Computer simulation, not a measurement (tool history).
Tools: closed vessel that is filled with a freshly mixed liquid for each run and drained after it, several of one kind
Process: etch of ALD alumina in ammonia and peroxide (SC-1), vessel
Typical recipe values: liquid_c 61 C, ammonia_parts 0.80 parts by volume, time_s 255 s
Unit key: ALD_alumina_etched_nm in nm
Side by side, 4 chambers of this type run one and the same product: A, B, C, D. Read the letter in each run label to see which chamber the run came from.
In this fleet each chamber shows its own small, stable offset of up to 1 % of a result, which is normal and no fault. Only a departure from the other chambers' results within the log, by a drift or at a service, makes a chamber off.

run,hour,liquid_c,ammonia_parts,time_s,hours since the thermometer was replaced,hours since the ammonia flow meter was replaced,hours since the drum of ammonia solution was connected,"read-back film thickness of the ALD alumina reference wafer, read on the same gauge (nm)",ALD_alumina_etched_nm
1C,9.7,61,0.80,255,471.8,1398.1,153.2,150.02,28.962
2B,14.4,61,0.80,255,1515.0,2018.8,490.4,150.01,29.315
3D,23.5,61,0.80,255,683.2,135.5,640.7,150.01,28.303
4A,28.9,61,0.80,255,1336.3,696.8,849.8,149.99,28.838
5A,38.7,61,0.80,255,1346.1,706.6,859.6,150.04,28.726
6C,43.2,61,0.80,255,505.3,1431.6,186.7,150.01,29.136
7D,48.7,61,0.80,255,708.4,160.7,665.9,150.04,28.365
8B,53.9,61,0.80,255,1554.5,2058.3,529.9,149.98,28.499
9B,59.0,61,0.80,255,1559.6,2063.4,535.0,150.01,28.746
10A,67.7,61,0.80,255,1375.1,735.6,888.6,149.98,28.319
11C,73.0,61,0.80,255,535.1,1461.4,216.5,150.02,29.290
12D,79.0,61,0.80,255,738.7,191.0,696.2,149.96,28.307
13B,88.5,61,0.80,255,1589.1,2092.9,564.5,150.01,28.750
# hour 90.7: chamber B: ammonia flow meter replaced
# hour 94.0: chamber A: new drum of ammonia solution connected
14C,95.7,61,0.80,255,557.8,1484.1,239.2,150.01,28.876
15D,104.2,61,0.80,255,763.9,216.2,721.4,149.99,28.654
16A,109.9,61,0.80,255,1417.3,777.8,15.9,150.01,28.702
17D,118.2,61,0.80,255,777.9,230.2,735.4,149.98,28.249
18A,125.8,61,0.80,255,1433.2,793.7,31.8,150.00,28.385
19C,131.3,61,0.80,255,593.4,1519.7,274.8,150.01,29.158
20B,138.2,61,0.80,145,1638.8,47.5,614.2,150.01,16.264
21A,145.7,61,0.80,145,1453.1,813.6,51.7,149.99,16.108
22C,154.0,61,0.80,145,616.1,1542.4,297.5,150.00,16.765
23B,161.6,61,0.80,145,1662.2,70.9,637.6,150.02,16.332
24D,170.2,61,0.80,255,829.9,282.2,787.4,150.03,28.705
25C,175.3,61,0.80,255,637.4,1563.7,318.8,150.02,29.962
# hour 176.7: chamber D: new drum of ammonia solution connected
26D,184.8,66,0.45,255,844.5,296.8,8.2,150.03,34.718
27B,190.5,66,0.45,255,1691.1,99.8,666.5,150.03,34.848
28A,195.6,66,0.45,255,1503.0,863.5,101.6,150.01,34.692
29C,202.7,66,0.45,255,664.8,1591.1,346.2,149.97,36.585
30B,211.4,61,0.80,255,1712.0,120.7,687.4,149.99,28.784
31A,219.4,61,0.80,255,1526.8,887.3,125.4,150.00,28.710
32D,229.3,61,0.80,255,889.0,341.3,52.7,150.02,28.712
33D,235.0,61,0.80,255,894.7,347.0,58.4,150.00,28.592
34C,243.6,61,0.80,255,705.7,1632.0,387.1,150.02,30.697
35A,250.9,61,0.80,255,1558.3,918.8,156.9,150.00,28.620
36B,259.1,61,0.80,255,1759.7,168.4,735.1,149.95,28.603
37C,267.2,61,0.80,255,729.3,1655.6,410.7,150.00,30.638
38B,274.2,61,0.80,255,1774.8,183.5,750.2,150.00,28.589
39A,284.3,61,0.80,255,1591.7,952.2,190.3,150.00,28.840
40D,289.2,61,0.80,255,948.9,401.2,112.6,149.97,28.642
41A,297.7,61,0.80,255,1605.1,965.6,203.7,150.01,29.134

The same settings go to every chamber for the next run, one line per chamber below. Forecast the results for each:
42A,305.0,61,0.80,255,,,,,?
42B,305.0,61,0.80,255,,,,,?
42C,305.0,61,0.80,255,,,,,?
42D,305.0,61,0.80,255,,,,,?

run,ALD_alumina_etched_nm
42A,28.719
42B,28.914
42C,31.639
42D,28.685
